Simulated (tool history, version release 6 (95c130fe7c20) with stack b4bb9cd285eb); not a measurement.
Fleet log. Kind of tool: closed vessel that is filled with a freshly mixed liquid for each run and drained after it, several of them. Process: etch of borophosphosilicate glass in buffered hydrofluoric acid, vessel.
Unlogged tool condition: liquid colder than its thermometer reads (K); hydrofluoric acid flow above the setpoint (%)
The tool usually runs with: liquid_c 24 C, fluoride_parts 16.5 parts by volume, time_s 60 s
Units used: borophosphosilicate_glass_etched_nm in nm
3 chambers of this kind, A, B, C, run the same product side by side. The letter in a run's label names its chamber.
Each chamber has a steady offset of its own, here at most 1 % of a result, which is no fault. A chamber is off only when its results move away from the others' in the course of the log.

run	day	liquid_c	fluoride_parts	time_s	hours since the thermometer was replaced	hours since the hydrofluoric acid flow meter was replaced	read-back film thickness of the borophosphosilicate glass reference wafer, read on the same gauge (nm)	borophosphosilicate_glass_etched_nm
1A	0.221	24	16.5	60	2245.0	52.4	130.01	65.365
2C	0.521	24	16.5	60	296.0	257.5	130.02	67.955
3B	0.821	24	16.5	60	512.7	438.4	130.03	65.014
4B	1.033	24	16.5	60	517.8	443.5	130.02	65.647
5A	1.242	24	16.5	60	2269.5	76.9	130.00	65.687
6C	1.642	24	14.0	60	322.9	284.4	130.01	79.340
7A	2.029	24	14.0	60	2288.4	95.8	130.02	78.944
8B	2.367	24	14.0	60	549.8	475.5	129.99	78.519
9C	2.579	24	14.0	90	345.4	306.9	129.98	117.690
10C	3.033	24	14.0	90	356.3	317.8	130.01	119.590
11B	3.408	24	14.0	90	574.8	500.5	130.00	120.150
12A	3.833	24	16.5	60	2331.7	139.1	129.98	66.782
13C	4.246	24	16.5	60	385.4	346.9	130.00	67.417
14A	4.517	24	16.5	60	2348.1	155.5	130.03	66.217
15B	4.762	24	16.5	60	607.3	533.0	130.02	67.562
16B	5.054	24	16.5	60	614.3	540.0	130.00	68.019
17C	5.479	24	12.5	30	415.0	376.5	129.98	43.139
18A	5.821	24	12.5	30	2379.4	186.8	130.02	43.944
19A	6.112	24	12.5	30	2386.4	193.8	130.00	43.674
20B	6.325	24	16.5	60	644.8	570.5	129.98	65.823
# day 6.379: chamber B: thermometer replaced
21C	6.767	24	16.5	60	445.9	407.4	130.00	65.507
22A	7.162	24	21.5	60	2411.6	219.0	130.00	51.618
23B	7.629	24	21.5	60	30.1	601.8	129.98	53.146
24C	8.100	24	21.5	60	477.9	439.4	130.01	51.721
25C	8.458	24	16.5	60	486.5	448.0	129.99	63.817
26B	8.750	24	16.5	60	57.0	628.7	130.04	66.431
27A	9.071	24	16.5	60	2457.4	264.8	129.98	66.886
28B	9.329	24	16.5	60	70.9	642.6	129.99	67.045
29C	9.596	24	16.5	60	513.8	475.3	129.99	63.174
30A	9.992	24	16.5	60	2479.5	286.9	130.00	66.605
31C	10.358	24	16.5	60	532.1	493.6	130.00	63.645
32A	10.667	24	16.5	60	2495.7	303.1	130.00	67.027
33B	11.117	24	21.5	50	113.8	685.5	130.02	43.481
34A	11.438	24	21.5	50	2514.2	321.6	129.99	43.919

All chambers now run identical settings, listed one chamber a line with results as question marks. What results will each chamber show?
35A	11.775	22	16.5	60				?
35B	11.775	22	16.5	60				?
35C	11.775	22	16.5	60				?

run	borophosphosilicate_glass_etched_nm
35A	59.355
35B	59.703
35C	55.913
